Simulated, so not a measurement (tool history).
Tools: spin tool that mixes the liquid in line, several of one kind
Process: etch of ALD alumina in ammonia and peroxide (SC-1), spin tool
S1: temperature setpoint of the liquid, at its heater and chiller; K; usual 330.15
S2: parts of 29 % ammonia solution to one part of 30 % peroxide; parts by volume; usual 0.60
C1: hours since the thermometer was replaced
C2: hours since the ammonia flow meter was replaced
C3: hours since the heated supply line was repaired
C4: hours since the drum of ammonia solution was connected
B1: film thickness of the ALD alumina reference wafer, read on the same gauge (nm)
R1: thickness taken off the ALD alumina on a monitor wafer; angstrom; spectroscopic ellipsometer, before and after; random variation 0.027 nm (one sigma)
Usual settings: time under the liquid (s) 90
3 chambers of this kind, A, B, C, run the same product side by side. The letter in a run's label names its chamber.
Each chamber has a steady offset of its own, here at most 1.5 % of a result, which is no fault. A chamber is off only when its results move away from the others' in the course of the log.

{"run": "1B", "hour": 4.9, "S1": 330.15, "S2": 0.6, "time under the liquid (s)": 90, "C1": 2437.6, "C2": 610.2, "C3": 542.2, "C4": 420.0, "B1": 140.01, "R1": 43.871}
{"run": "2C", "hour": 13.9, "S1": 330.15, "S2": 0.6, "time under the liquid (s)": 90, "C1": 811.3, "C2": 136.7, "C3": 483.7, "C4": 282.4, "B1": 140.01, "R1": 43.103}
{"hour": 19.8, "done": "chamber B: thermometer replaced"}
{"run": "3A", "hour": 20.5, "S1": 330.15, "S2": 0.6, "time under the liquid (s)": 90, "C1": 463.4, "C2": 180.0, "C3": 2681.6, "C4": 27.1, "B1": 139.99, "R1": 43.626}
{"hour": 28.8, "done": "chamber B: new drum of ammonia solution connected"}
{"run": "4B", "hour": 28.9, "S1": 330.15, "S2": 0.6, "time under the liquid (s)": 90, "C1": 9.2, "C2": 634.2, "C3": 566.2, "C4": 0.2, "B1": 139.99, "R1": 43.412}
{"run": "5A", "hour": 35.9, "S1": 330.15, "S2": 0.6, "time under the liquid (s)": 90, "C1": 478.8, "C2": 195.4, "C3": 2697.0, "C4": 42.5, "B1": 140.0, "R1": 43.816}
{"run": "6C", "hour": 41.1, "S1": 330.15, "S2": 0.6, "time under the liquid (s)": 130, "C1": 838.5, "C2": 163.9, "C3": 510.9, "C4": 309.6, "B1": 139.99, "R1": 61.716}
{"run": "7B", "hour": 52.1, "S1": 330.15, "S2": 0.6, "time under the liquid (s)": 130, "C1": 32.4, "C2": 657.4, "C3": 589.4, "C4": 23.4, "B1": 140.0, "R1": 63.233}
{"run": "8A", "hour": 58.5, "S1": 330.15, "S2": 0.6, "time under the liquid (s)": 130, "C1": 501.4, "C2": 218.0, "C3": 2719.6, "C4": 65.1, "B1": 140.0, "R1": 63.615}
{"run": "9C", "hour": 67.4, "S1": 330.15, "S2": 0.6, "time under the liquid (s)": 90, "C1": 864.8, "C2": 190.2, "C3": 537.2, "C4": 335.9, "B1": 140.01, "R1": 42.922}
{"run": "10C", "hour": 78.0, "S1": 330.15, "S2": 0.6, "time under the liquid (s)": 90, "C1": 875.4, "C2": 200.8, "C3": 547.8, "C4": 346.5, "B1": 140.02, "R1": 43.052}
{"run": "11B", "hour": 87.1, "S1": 330.15, "S2": 0.6, "time under the liquid (s)": 90, "C1": 67.4, "C2": 692.4, "C3": 624.4, "C4": 58.4, "B1": 140.0, "R1": 44.113}
{"run": "12A", "hour": 97.5, "S1": 330.15, "S2": 0.6, "time under the liquid (s)": 90, "C1": 540.4, "C2": 257.0, "C3": 2758.6, "C4": 104.1, "B1": 140.01, "R1": 43.879}
{"hour": 102.5, "done": "chamber A: thermometer replaced"}
{"run": "13B", "hour": 102.5, "S1": 330.15, "S2": 0.35, "time under the liquid (s)": 65, "C1": 82.8, "C2": 707.8, "C3": 639.8, "C4": 73.8, "B1": 140.02, "R1": 29.996}
{"run": "14A", "hour": 112.5, "S1": 330.15, "S2": 0.35, "time under the liquid (s)": 65, "C1": 10.1, "C2": 272.0, "C3": 2773.6, "C4": 119.1, "B1": 140.01, "R1": 30.037}
{"run": "15C", "hour": 122.9, "S1": 330.15, "S2": 0.35, "time under the liquid (s)": 65, "C1": 920.3, "C2": 245.7, "C3": 592.7, "C4": 391.4, "B1": 139.99, "R1": 29.949}
{"run": "16A", "hour": 133.2, "S1": 330.15, "S2": 0.6, "time under the liquid (s)": 90, "C1": 30.8, "C2": 292.7, "C3": 2794.3, "C4": 139.8, "B1": 139.98, "R1": 44.223}
{"run": "17C", "hour": 142.4, "S1": 330.15, "S2": 0.6, "time under the liquid (s)": 90, "C1": 939.8, "C2": 265.2, "C3": 612.2, "C4": 410.9, "B1": 140.0, "R1": 43.114}
{"run": "18B", "hour": 149.6, "S1": 330.15, "S2": 0.6, "time under the liquid (s)": 90, "C1": 129.9, "C2": 754.9, "C3": 686.9, "C4": 120.9, "B1": 140.0, "R1": 43.97}
{"run": "19C", "hour": 154.6, "S1": 330.15, "S2": 0.6, "time under the liquid (s)": 90, "C1": 952.0, "C2": 277.4, "C3": 624.4, "C4": 423.1, "B1": 140.02, "R1": 42.96}
{"run": "20B", "hour": 163.4, "S1": 330.15, "S2": 0.6, "time under the liquid (s)": 90, "C1": 143.7, "C2": 768.7, "C3": 700.7, "C4": 134.7, "B1": 140.01, "R1": 43.313}
{"run": "21A", "hour": 173.0, "S1": 330.15, "S2": 0.6, "time under the liquid (s)": 90, "C1": 70.6, "C2": 332.5, "C3": 2834.1, "C4": 179.6, "B1": 139.98, "R1": 43.786}
{"hour": 178.1, "done": "chamber B: ammonia flow meter replaced"}
{"run": "22A", "hour": 179.7, "S1": 330.15, "S2": 0.6, "time under the liquid (s)": 90, "C1": 77.3, "C2": 339.2, "C3": 2840.8, "C4": 186.3, "B1": 139.99, "R1": 44.043}
{"run": "23B", "hour": 186.8, "S1": 330.15, "S2": 0.6, "time under the liquid (s)": 90, "C1": 167.1, "C2": 8.8, "C3": 724.1, "C4": 158.1, "B1": 139.99, "R1": 43.734}
{"run": "24C", "hour": 197.7, "S1": 330.15, "S2": 0.6, "time under the liquid (s)": 90, "C1": 995.1, "C2": 320.5, "C3": 667.5, "C4": 466.2, "B1": 140.0, "R1": 43.118}
{"run": "25A", "hour": 207.9, "S1": 330.15, "S2": 0.6, "time under the liquid (s)": 90, "C1": 105.5, "C2": 367.4, "C3": 2869.0, "C4": 214.5, "B1": 140.02, "R1": 43.695}
{"run": "26B", "hour": 215.6, "S1": 330.15, "S2": 0.6, "time under the liquid (s)": 130, "C1": 195.9, "C2": 37.6, "C3": 752.9, "C4": 186.9, "B1": 140.0, "R1": 62.782}
{"hour": 218.1, "done": "chamber C: new drum of ammonia solution connected"}
{"run": "27C", "hour": 225.2, "S1": 330.15, "S2": 0.6, "time under the liquid (s)": 130, "C1": 1022.6, "C2": 348.0, "C3": 695.0, "C4": 7.2, "B1": 140.01, "R1": 62.895}
{"run": "28C", "hour": 234.0, "S1": 330.15, "S2": 0.6, "time under the liquid (s)": 130, "C1": 1031.4, "C2": 356.8, "C3": 703.8, "C4": 16.0, "B1": 140.0, "R1": 62.473}
{"run": "29A", "hour": 244.4, "S1": 330.15, "S2": 0.6, "time under the liquid (s)": 90, "C1": 142.0, "C2": 403.9, "C3": 2905.5, "C4": 251.0, "B1": 140.02, "R1": 43.513}
{"run": "30B", "hour": 252.3, "S1": 330.15, "S2": 0.6, "time under the liquid (s)": 90, "C1": 232.6, "C2": 74.3, "C3": 789.6, "C4": 223.6, "B1": 140.0, "R1": 43.735}
{"run": "31C", "hour": 259.0, "S1": 330.15, "S2": 0.6, "time under the liquid (s)": 90, "C1": 1056.4, "C2": 381.8, "C3": 728.8, "C4": 41.0, "B1": 140.0, "R1": 42.811}
{"run": "32B", "hour": 264.5, "S1": 330.15, "S2": 0.6, "time under the liquid (s)": 90, "C1": 244.8, "C2": 86.5, "C3": 801.8, "C4": 235.8, "B1": 140.02, "R1": 43.25}
{"hour": 269.0, "done": "chamber A: new drum of ammonia solution connected"}
{"run": "33A", "hour": 270.4, "S1": 330.15, "S2": 0.6, "time under the liquid (s)": 90, "C1": 168.0, "C2": 429.9, "C3": 2931.5, "C4": 1.5, "B1": 140.0, "R1": 43.52}
{"run": "34C", "hour": 280.5, "S1": 330.15, "S2": 0.6, "time under the liquid (s)": 90, "C1": 1077.9, "C2": 403.3, "C3": 750.3, "C4": 62.5, "B1": 140.0, "R1": 43.116}
{"run": "35A", "hour": 287.0, "S1": 337.15, "S2": 0.4, "time under the liquid (s)": 90, "C1": 184.6, "C2": 446.5, "C3": 2948.1, "C4": 18.1, "B1": 140.01, "R1": 60.496}
{"run": "36B", "hour": 295.4, "S1": 337.15, "S2": 0.4, "time under the liquid (s)": 90, "C1": 275.7, "C2": 117.4, "C3": 832.7, "C4": 266.7, "B1": 140.01, "R1": 60.948}
{"run": "37B", "hour": 305.3, "S1": 337.15, "S2": 0.4, "time under the liquid (s)": 90, "C1": 285.6, "C2": 127.3, "C3": 842.6, "C4": 276.6, "B1": 139.99, "R1": 60.387}
{"run": "38C", "hour": 312.1, "S1": 337.65, "S2": 0.4, "time under the liquid (s)": 90, "C1": 1109.5, "C2": 434.9, "C3": 781.9, "C4": 94.1, "B1": 140.01, "R1": 60.972}
{"hour": 316.3, "done": "chamber C: thermometer replaced"}
{"run": "39A", "hour": 319.1, "S1": 337.65, "S2": 0.4, "time under the liquid (s)": 90, "C1": 216.7, "C2": 478.6, "C3": 2980.2, "C4": 50.2, "B1": 140.02, "R1": 61.714}
{"run": "40C", "hour": 324.4, "S1": 337.65, "S2": 0.4, "time under the liquid (s)": 90, "C1": 8.1, "C2": 447.2, "C3": 794.2, "C4": 106.4, "B1": 140.01, "R1": 61.267}
{"run": "41A", "hour": 329.3, "S1": 330.15, "S2": 0.6, "time under the liquid (s)": 90, "C1": 226.9, "C2": 488.8, "C3": 2990.4, "C4": 60.4, "B1": 140.0, "R1": 43.97}
{"run": "42B", "hour": 335.9, "S1": 330.15, "S2": 0.6, "time under the liquid (s)": 90, "C1": 316.2, "C2": 157.9, "C3": 873.2, "C4": 307.2, "B1": 140.0, "R1": 43.733}
{"run": "43C", "hour": 342.6, "S1": 334.65, "S2": 0.45, "time under the liquid (s)": 90, "C1": 26.3, "C2": 465.4, "C3": 812.4, "C4": 124.6, "B1": 139.99, "R1": 52.815}
{"run": "44B", "hour": 349.4, "S1": 334.65, "S2": 0.45, "time under the liquid (s)": 90, "C1": 329.7, "C2": 171.4, "C3": 886.7, "C4": 320.7, "B1": 140.01, "R1": 53.785}

Is one chamber off against the others, does the gauge drift, or is nothing wrong? If a chamber is off, say which, and what the likeliest cause is.

No chamber stands off beyond its own small offset, and the gauge holds steady.

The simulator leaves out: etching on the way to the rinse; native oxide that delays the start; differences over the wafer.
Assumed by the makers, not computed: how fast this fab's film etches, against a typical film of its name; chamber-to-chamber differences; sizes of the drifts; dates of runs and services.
